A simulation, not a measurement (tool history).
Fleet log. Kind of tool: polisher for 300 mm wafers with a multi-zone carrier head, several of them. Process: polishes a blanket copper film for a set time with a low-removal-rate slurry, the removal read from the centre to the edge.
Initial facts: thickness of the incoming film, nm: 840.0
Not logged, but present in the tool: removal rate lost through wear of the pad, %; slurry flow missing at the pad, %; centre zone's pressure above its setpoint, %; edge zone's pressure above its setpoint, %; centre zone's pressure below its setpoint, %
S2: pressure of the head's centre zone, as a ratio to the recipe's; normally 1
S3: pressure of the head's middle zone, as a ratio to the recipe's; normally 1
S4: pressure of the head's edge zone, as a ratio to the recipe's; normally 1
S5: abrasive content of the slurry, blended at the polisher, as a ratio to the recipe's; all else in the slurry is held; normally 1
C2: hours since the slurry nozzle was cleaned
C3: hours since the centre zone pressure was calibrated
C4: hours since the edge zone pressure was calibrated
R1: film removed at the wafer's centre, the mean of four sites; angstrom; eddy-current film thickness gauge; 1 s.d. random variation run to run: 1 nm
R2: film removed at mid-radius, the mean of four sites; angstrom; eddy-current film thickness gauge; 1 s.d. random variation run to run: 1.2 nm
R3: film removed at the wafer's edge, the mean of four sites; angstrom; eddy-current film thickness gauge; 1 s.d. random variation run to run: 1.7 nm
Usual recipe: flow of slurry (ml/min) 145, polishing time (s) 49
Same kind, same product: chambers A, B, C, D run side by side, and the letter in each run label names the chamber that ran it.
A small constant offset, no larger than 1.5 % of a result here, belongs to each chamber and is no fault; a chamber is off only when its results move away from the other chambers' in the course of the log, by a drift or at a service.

run 1A hour=10.1 | flow_of_slurry_(ml/min)=145 S2=1 S3=1 S4=1 S5=1 polishing_time_(s)=49 | wafers_polished_on_this_pad=156 C2=50.7 C3=230.6 C4=228.4 | R1=1303.6 R2=1269.5 R3=1305
run 2C hour=20.3 | flow_of_slurry_(ml/min)=145 S2=1 S3=1 S4=1 S5=1 polishing_time_(s)=49 | wafers_polished_on_this_pad=148 C2=154 C3=442.6 C4=850 | R1=1283.9 R2=1308.2 R3=1315.4
run 3B hour=30.9 | flow_of_slurry_(ml/min)=145 S2=1 S3=1 S4=1 S5=1 polishing_time_(s)=49 | wafers_polished_on_this_pad=276 C2=392.8 C3=72 C4=531.2 | R1=1288.3 R2=1274.5 R3=1300
run 4D hour=40.7 | flow_of_slurry_(ml/min)=145 S2=1 S3=1 S4=1 S5=1 polishing_time_(s)=49 | wafers_polished_on_this_pad=329 C2=293.4 C3=614.1 C4=210.4 | R1=1318.7 R2=1271.7 R3=1298.2
run 5C hour=53.1 | flow_of_slurry_(ml/min)=145 S2=1 S3=1 S4=1 S5=1 polishing_time_(s)=49 | wafers_polished_on_this_pad=387 C2=186.8 C3=475.4 C4=882.8 | R1=1294 R2=1299.9 R3=1292.6
-- hour=61.7 chamber D: worn pad replaced by a new one
run 6A hour=66 | flow_of_slurry_(ml/min)=145 S2=1 S3=1 S4=1 S5=1 polishing_time_(s)=49 | wafers_polished_on_this_pad=564 C2=106.6 C3=286.5 C4=284.3 | R1=1284.9 R2=1278.8 R3=1288.4
run 7B hour=74 | flow_of_slurry_(ml/min)=145 S2=1 S3=1 S4=1 S5=1 polishing_time_(s)=49 | wafers_polished_on_this_pad=590 C2=435.9 C3=115.1 C4=574.3 | R1=1293.9 R2=1294.7 R3=1287.1
run 8D hour=84.2 | flow_of_slurry_(ml/min)=145 S2=1 S3=1 S4=1 S5=1 polishing_time_(s)=49 | wafers_polished_on_this_pad=164 C2=336.9 C3=657.6 C4=253.9 | R1=1309.4 R2=1264.9 R3=1283.2
-- hour=84.4 chamber A: worn pad replaced by a new one
-- hour=85.8 chamber D: slurry nozzle cleaned
-- hour=91 chamber C: edge zone pressure recalibrated
run 9B hour=97 | flow_of_slurry_(ml/min)=145 S2=1 S3=1 S4=1 S5=1 polishing_time_(s)=49 | wafers_polished_on_this_pad=758 C2=458.9 C3=138.1 C4=597.3 | R1=1299 R2=1284 R3=1290.4
-- hour=105.4 chamber B: worn pad replaced by a new one
run 10C hour=106 | flow_of_slurry_(ml/min)=105 S2=1 S3=1 S4=1 S5=1 polishing_time_(s)=49 | wafers_polished_on_this_pad=773 C2=239.7 C3=528.3 C4=15 | R1=1209.9 R2=1206.2 R3=1212.5
run 11D hour=114.4 | flow_of_slurry_(ml/min)=105 S2=1 S3=1 S4=1 S5=1 polishing_time_(s)=49 | wafers_polished_on_this_pad=384 C2=28.7 C3=687.8 C4=284.1 | R1=1183.7 R2=1184.5 R3=1229
run 12A hour=124.4 | flow_of_slurry_(ml/min)=105 S2=1 S3=1 S4=1 S5=1 polishing_time_(s)=49 | wafers_polished_on_this_pad=291 C2=165 C3=344.9 C4=342.7 | R1=1171.3 R2=1188.9 R3=1220.8
run 13C hour=135 | flow_of_slurry_(ml/min)=105 S2=1 S3=1 S4=1 S5=1 polishing_time_(s)=49 | wafers_polished_on_this_pad=984 C2=268.7 C3=557.3 C4=44 | R1=1216.5 R2=1193.3 R3=1234.3
-- hour=138.8 chamber D: worn pad replaced by a new one
run 14A hour=141.5 | flow_of_slurry_(ml/min)=145 S2=1 S3=1 S4=1 S5=1.2 polishing_time_(s)=42 | wafers_polished_on_this_pad=416 C2=182.1 C3=362 C4=359.8 | R1=1138.4 R2=1137.3 R3=1155.7
-- hour=145.8 chamber B: edge zone pressure recalibrated
run 15B hour=154.1 | flow_of_slurry_(ml/min)=145 S2=1 S3=1 S4=1 S5=1.2 polishing_time_(s)=42 | wafers_polished_on_this_pad=354 C2=516 C3=195.2 C4=8.3 | R1=1150.3 R2=1166.7 R3=1156
-- hour=160.7 chamber A: edge zone pressure recalibrated
run 16D hour=163 | flow_of_slurry_(ml/min)=145 S2=1 S3=1 S4=1 S5=1.2 polishing_time_(s)=42 | wafers_polished_on_this_pad=176 C2=77.3 C3=736.4 C4=332.7 | R1=1159.2 R2=1126.1 R3=1158.5
-- hour=165.8 chamber A: worn pad replaced by a new one
run 17D hour=170.7 | flow_of_slurry_(ml/min)=145 S2=1 S3=1 S4=1 S5=1.2 polishing_time_(s)=42 | wafers_polished_on_this_pad=232 C2=85 C3=744.1 C4=340.4 | R1=1146.3 R2=1155.2 R3=1171.3
run 18C hour=179.2 | flow_of_slurry_(ml/min)=145 S2=1 S3=1 S4=1 S5=1 polishing_time_(s)=49 | wafers_polished_on_this_pad=1306 C2=312.9 C3=601.5 C4=88.2 | R1=1338.2 R2=1307.1 R3=1277.5
-- hour=187.1 chamber C: worn pad replaced by a new one
run 19A hour=188.3 | flow_of_slurry_(ml/min)=190 S2=1 S3=1 S4=1 S5=0.75 polishing_time_(s)=49 | wafers_polished_on_this_pad=164 C2=228.9 C3=408.8 C4=27.6 | R1=1271.4 R2=1258.4 R3=1262.6
run 20B hour=196.6 | flow_of_slurry_(ml/min)=190 S2=1 S3=1 S4=1 S5=0.75 polishing_time_(s)=49 | wafers_polished_on_this_pad=664 C2=558.5 C3=237.7 C4=50.8 | R1=1264.1 R2=1277.7 R3=1271.4
-- hour=207.7 chamber A: slurry nozzle cleaned
run 21D hour=209.9 | flow_of_slurry_(ml/min)=190 S2=1 S3=1 S4=1 S5=0.75 polishing_time_(s)=49 | wafers_polished_on_this_pad=518 C2=124.2 C3=783.3 C4=379.6 | R1=1271.5 R2=1262.2 R3=1251.3
run 22A hour=219.8 | flow_of_slurry_(ml/min)=190 S2=1 S3=1 S4=1 S5=0.75 polishing_time_(s)=49 | wafers_polished_on_this_pad=394 C2=12.1 C3=440.3 C4=59.1 | R1=1282.8 R2=1264.7 R3=1227
run 23C hour=229 | flow_of_slurry_(ml/min)=145 S2=1 S3=1 S4=1 S5=1 polishing_time_(s)=49 | wafers_polished_on_this_pad=305 C2=362.7 C3=651.3 C4=138 | R1=1377 R2=1304.2 R3=1292.5
-- hour=236.2 chamber B: worn pad replaced by a new one
run 24B hour=241.4 | flow_of_slurry_(ml/min)=145 S2=1 S3=1 S4=1 S5=1 polishing_time_(s)=49 | wafers_polished_on_this_pad=38 C2=603.3 C3=282.5 C4=95.6 | R1=1300.2 R2=1288.8 R3=1314.4
run 25A hour=252.1 | flow_of_slurry_(ml/min)=145 S2=1 S3=1 S4=1 S5=1 polishing_time_(s)=49 | wafers_polished_on_this_pad=629 C2=44.4 C3=472.6 C4=91.4 | R1=1300.2 R2=1285.1 R3=1280.3
run 26B hour=264.4 | flow_of_slurry_(ml/min)=145 S2=1 S3=1 S4=1 S5=1 polishing_time_(s)=49 | wafers_polished_on_this_pad=206 C2=626.3 C3=305.5 C4=118.6 | R1=1288.9 R2=1301.6 R3=1258.4

Next, every chamber runs the same settings. What will each give?
run 27A hour=274.5 | flow_of_slurry_(ml/min)=145 S2=1 S3=1 S4=1 S5=1 polishing_time_(s)=49 | R1=? R2=? R3=?
run 27B hour=274.5 | flow_of_slurry_(ml/min)=145 S2=1 S3=1 S4=1 S5=1 polishing_time_(s)=49 | R1=? R2=? R3=?
run 27C hour=274.5 | flow_of_slurry_(ml/min)=145 S2=1 S3=1 S4=1 S5=1 polishing_time_(s)=49 | R1=? R2=? R3=?
run 27D hour=274.5 | flow_of_slurry_(ml/min)=145 S2=1 S3=1 S4=1 S5=1 polishing_time_(s)=49 | R1=? R2=? R3=?

run=27A R1=1274.7 R2=1275 R3=1285.1
run=27B R1=1279.3 R2=1297.6 R3=1294.2
run=27C R1=1383.1 R2=1292.5 R3=1292.2
run=27D R1=1296.4 R2=1284.3 R3=1289.4
